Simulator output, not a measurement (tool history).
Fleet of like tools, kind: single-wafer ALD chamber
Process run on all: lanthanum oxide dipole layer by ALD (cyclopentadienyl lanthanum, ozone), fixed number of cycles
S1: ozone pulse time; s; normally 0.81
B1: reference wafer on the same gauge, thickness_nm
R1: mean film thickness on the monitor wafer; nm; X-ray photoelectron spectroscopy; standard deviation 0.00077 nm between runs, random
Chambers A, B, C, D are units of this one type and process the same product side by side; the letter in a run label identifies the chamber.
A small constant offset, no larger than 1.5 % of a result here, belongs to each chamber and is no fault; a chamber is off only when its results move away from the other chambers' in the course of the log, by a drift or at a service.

| run | hour | S1 | B1 | R1 |
|---|---|---|---|---|
| 1D | 4.7 | 0.81 | 0.45018 | 0.45785 |
| 2A | 12.9 | 0.81 | 0.45034 | 0.46109 |
| 3B | 17.3 | 0.81 | 0.45029 | 0.46433 |
| 4C | 26.7 | 0.81 | 0.45028 | 0.4618 |
| 5C | 33.2 | 0.81 | 0.4505 | 0.46116 |
| 6B | 37.8 | 0.81 | 0.45061 | 0.46589 |
| 7D | 46.4 | 0.81 | 0.4508 | 0.46026 |
| 8A | 52.7 | 0.81 | 0.45071 | 0.46264 |
| 9A | 62.5 | 0.81 | 0.45089 | 0.46243 |
| 10B | 68.3 | 0.81 | 0.45088 | 0.46573 |
| 11D | 75.9 | 0.81 | 0.45112 | 0.46027 |
| 12C | 85.5 | 0.81 | 0.45123 | 0.46274 |
| 13B | 90 | 0.81 | 0.45122 | 0.46547 |
| 14C | 97.2 | 0.81 | 0.45162 | 0.46374 |
| 15D | 102 | 0.81 | 0.4515 | 0.46069 |
|  | 106.5 | chamber A: thermocouple changed; heater temperature recalibrated |
| 16A | 110.5 | 0.81 | 0.45163 | 0.46353 |
| 17A | 117.1 | 0.81 | 0.45157 | 0.4641 |
| 18D | 124.1 | 0.81 | 0.45174 | 0.46045 |
| 19B | 131.7 | 0.81 | 0.45182 | 0.46717 |
| 20C | 138.1 | 0.81 | 0.4521 | 0.46364 |
| 21A | 145 | 0.81 | 0.45188 | 0.46436 |
| 22D | 153 | 0.81 | 0.45219 | 0.46129 |
| 23B | 162.6 | 0.81 | 0.45223 | 0.46666 |
| 24C | 167.5 | 1.03 | 0.45247 | 0.50383 |
| 25D | 175 | 1.03 | 0.45251 | 0.50246 |
| 26A | 184.2 | 1.03 | 0.45275 | 0.50375 |
| 27C | 192.7 | 1.03 | 0.45276 | 0.50563 |
| 28B | 202.8 | 0.81 | 0.45291 | 0.4668 |
| 29D | 209.1 | 0.81 | 0.45294 | 0.4617 |

Which is it: a chamber that has drifted or been left off by a service, a gauge drift common to all chambers, or only each chamber's usual small offset? If a chamber is off, name it and its likeliest cause.

It is the gauge, not a chamber: its drift shows up in every chamber's results at once, and no chamber is off.
What lies behind it: gauge reads high (%) = 0.69.

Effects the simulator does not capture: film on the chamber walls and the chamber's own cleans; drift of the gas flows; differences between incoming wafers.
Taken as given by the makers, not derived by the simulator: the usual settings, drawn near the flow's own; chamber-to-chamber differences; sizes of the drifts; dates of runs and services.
